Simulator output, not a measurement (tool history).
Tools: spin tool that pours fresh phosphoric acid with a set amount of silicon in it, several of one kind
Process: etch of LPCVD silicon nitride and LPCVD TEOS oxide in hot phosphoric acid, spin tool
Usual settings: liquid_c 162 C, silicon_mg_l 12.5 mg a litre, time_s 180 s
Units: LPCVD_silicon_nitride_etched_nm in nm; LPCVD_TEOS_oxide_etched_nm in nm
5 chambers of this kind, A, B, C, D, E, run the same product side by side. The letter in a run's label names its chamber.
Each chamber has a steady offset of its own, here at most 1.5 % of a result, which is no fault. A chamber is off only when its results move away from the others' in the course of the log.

| run | hour | liquid_c | silicon_mg_l | time_s | read-back film thickness of the LPCVD silicon nitride reference wafer, read on the same gauge (nm) | read-back film thickness of the LPCVD TEOS oxide reference wafer, read on the same gauge (nm) | LPCVD_silicon_nitride_etched_nm | LPCVD_TEOS_oxide_etched_nm |
|---|---|---|---|---|---|---|---|---|
| 1C | 12.8 | 162 | 12.5 | 180 | 69.991 | 59.979 | 15.090 | 1.05780 |
| 2A | 20.3 | 162 | 12.5 | 180 | 69.983 | 59.979 | 15.153 | 1.04870 |
| 3E | 26.7 | 162 | 12.5 | 180 | 69.999 | 59.934 | 15.198 | 1.14690 |
|  | 32.8 | chamber A: thermometer replaced |
| 4D | 35.6 | 162 | 12.5 | 180 | 69.992 | 59.961 | 15.209 | 1.02720 |
| 5B | 41.7 | 162 | 12.5 | 180 | 69.999 | 60.034 | 15.119 | 1.09810 |
| 6D | 53.8 | 162 | 12.5 | 180 | 69.994 | 59.977 | 15.108 | 1.05910 |
| 7E | 65.8 | 162 | 12.5 | 180 | 69.981 | 59.996 | 15.120 | 1.07060 |
| 8C | 78.2 | 162 | 18.5 | 180 | 70.005 | 60.016 | 15.182 | 0.90405 |
| 9A | 88.8 | 162 | 18.5 | 180 | 69.979 | 59.957 | 15.230 | 0.95211 |
| 10B | 101.9 | 162 | 18.5 | 180 | 69.997 | 60.009 | 15.190 | 0.95156 |
| 11D | 114.1 | 162 | 18.5 | 180 | 70.005 | 59.999 | 15.283 | 0.93857 |
| 12E | 127.4 | 162 | 18.5 | 180 | 70.013 | 60.019 | 15.137 | 0.96583 |
| 13C | 139.9 | 162 | 12.5 | 180 | 70.017 | 59.992 | 15.088 | 1.02680 |
| 14A | 147.2 | 162 | 12.5 | 180 | 70.024 | 59.982 | 15.058 | 1.10460 |
| 15B | 153.3 | 162 | 12.5 | 180 | 69.992 | 60.003 | 15.108 | 1.02220 |
| 16B | 165.3 | 162 | 20.0 | 240 | 70.009 | 60.000 | 20.227 | 1.17930 |
| 17D | 175.2 | 162 | 20.0 | 240 | 70.019 | 60.004 | 20.350 | 1.16540 |
| 18E | 182.1 | 162 | 20.0 | 240 | 70.020 | 60.003 | 20.058 | 1.21550 |
| 19C | 190.5 | 162 | 20.0 | 240 | 69.997 | 59.962 | 20.192 | 1.21700 |
| 20A | 203.4 | 162 | 20.0 | 240 | 70.018 | 60.003 | 20.116 | 1.10770 |
| 21B | 214.2 | 162 | 12.5 | 180 | 70.011 | 59.984 | 15.106 | 1.00370 |
| 22D | 226.0 | 162 | 12.5 | 180 | 69.995 | 59.964 | 15.499 | 1.11430 |
| 23A | 236.0 | 162 | 12.5 | 180 | 69.997 | 60.003 | 15.033 | 1.00340 |
| 24E | 246.1 | 162 | 12.5 | 180 | 69.982 | 59.985 | 15.101 | 1.04230 |
| 25C | 257.9 | 162 | 12.5 | 180 | 69.986 | 59.991 | 15.095 | 1.05420 |
| 26D | 264.0 | 162 | 12.5 | 180 | 69.983 | 60.024 | 15.661 | 1.14550 |
|  | 270.5 | chamber B: thermometer replaced |
| 27E | 277.0 | 162 | 12.5 | 180 | 69.988 | 59.993 | 15.204 | 1.09650 |
| 28B | 283.6 | 162 | 12.5 | 230 | 69.995 | 60.030 | 19.283 | 1.36590 |
| 29A | 290.5 | 162 | 12.5 | 230 | 69.989 | 60.022 | 19.231 | 1.29110 |
| 30C | 298.9 | 162 | 12.5 | 230 | 69.998 | 59.999 | 19.184 | 1.28030 |
| 31D | 310.9 | 162 | 12.5 | 230 | 69.994 | 60.013 | 20.479 | 1.52150 |
|  | 318.4 | chamber B: dissolved silicon flow meter replaced |
| 32E | 319.9 | 162 | 12.5 | 230 | 69.999 | 60.008 | 19.152 | 1.39400 |
| 33A | 327.2 | 162 | 12.5 | 180 | 70.003 | 59.992 | 15.136 | 1.07930 |
| 34B | 339.8 | 162 | 7.0 | 180 | 70.009 | 60.003 | 15.155 | 1.23930 |
| 35C | 349.4 | 162 | 7.0 | 180 | 69.973 | 60.012 | 15.146 | 1.20750 |
| 36A | 356.7 | 162 | 7.0 | 180 | 69.989 | 59.994 | 15.123 | 1.18630 |

What goes on in this fleet: one chamber off, a drifting gauge, or nothing beyond the chambers' own small offsets? Name the chamber and the cause, if any.

Chamber D drifts away from the others.
Cause: liquid hotter than its thermometer reads (K) = 1.59.

Here are 4 candidates for chamber D's next run, each the usual settings with a change, their results left as question marks. Which one brings its results back in line with what the others give on the usual settings?
In line means no further than this from the other chambers' mean on the usual settings: LPCVD_silicon_nitride_etched_nm 0.240 nm; LPCVD_TEOS_oxide_etched_nm 0.11000 nm
| 37D-1 | 366.2 | 162 | 11.0 | 190 |  |  | ? | ? |
| 37D-2 | 366.2 | 162 | 11.5 | 185 |  |  | ? | ? |
| 37D-3 | 366.2 | 162 | 13.5 | 170 |  |  | ? | ? |
| 37D-4 | 366.2 | 162 | 13.5 | 175 |  |  | ? | ? |

The other chambers' mean on the usual settings: LPCVD_silicon_nitride_etched_nm 15.130 nm; LPCVD_TEOS_oxide_etched_nm 1.07240 nm
| run | LPCVD_silicon_nitride_etched_nm | LPCVD_TEOS_oxide_etched_nm |
|---|---|---|
| 37D-1 | 16.927 | 1.30850 |
| 37D-2 | 16.482 | 1.25960 |
| 37D-3 | 15.145 | 1.10420 |
| 37D-4 | 15.591 | 1.13670 |
37D-3 brings the chamber back in line.
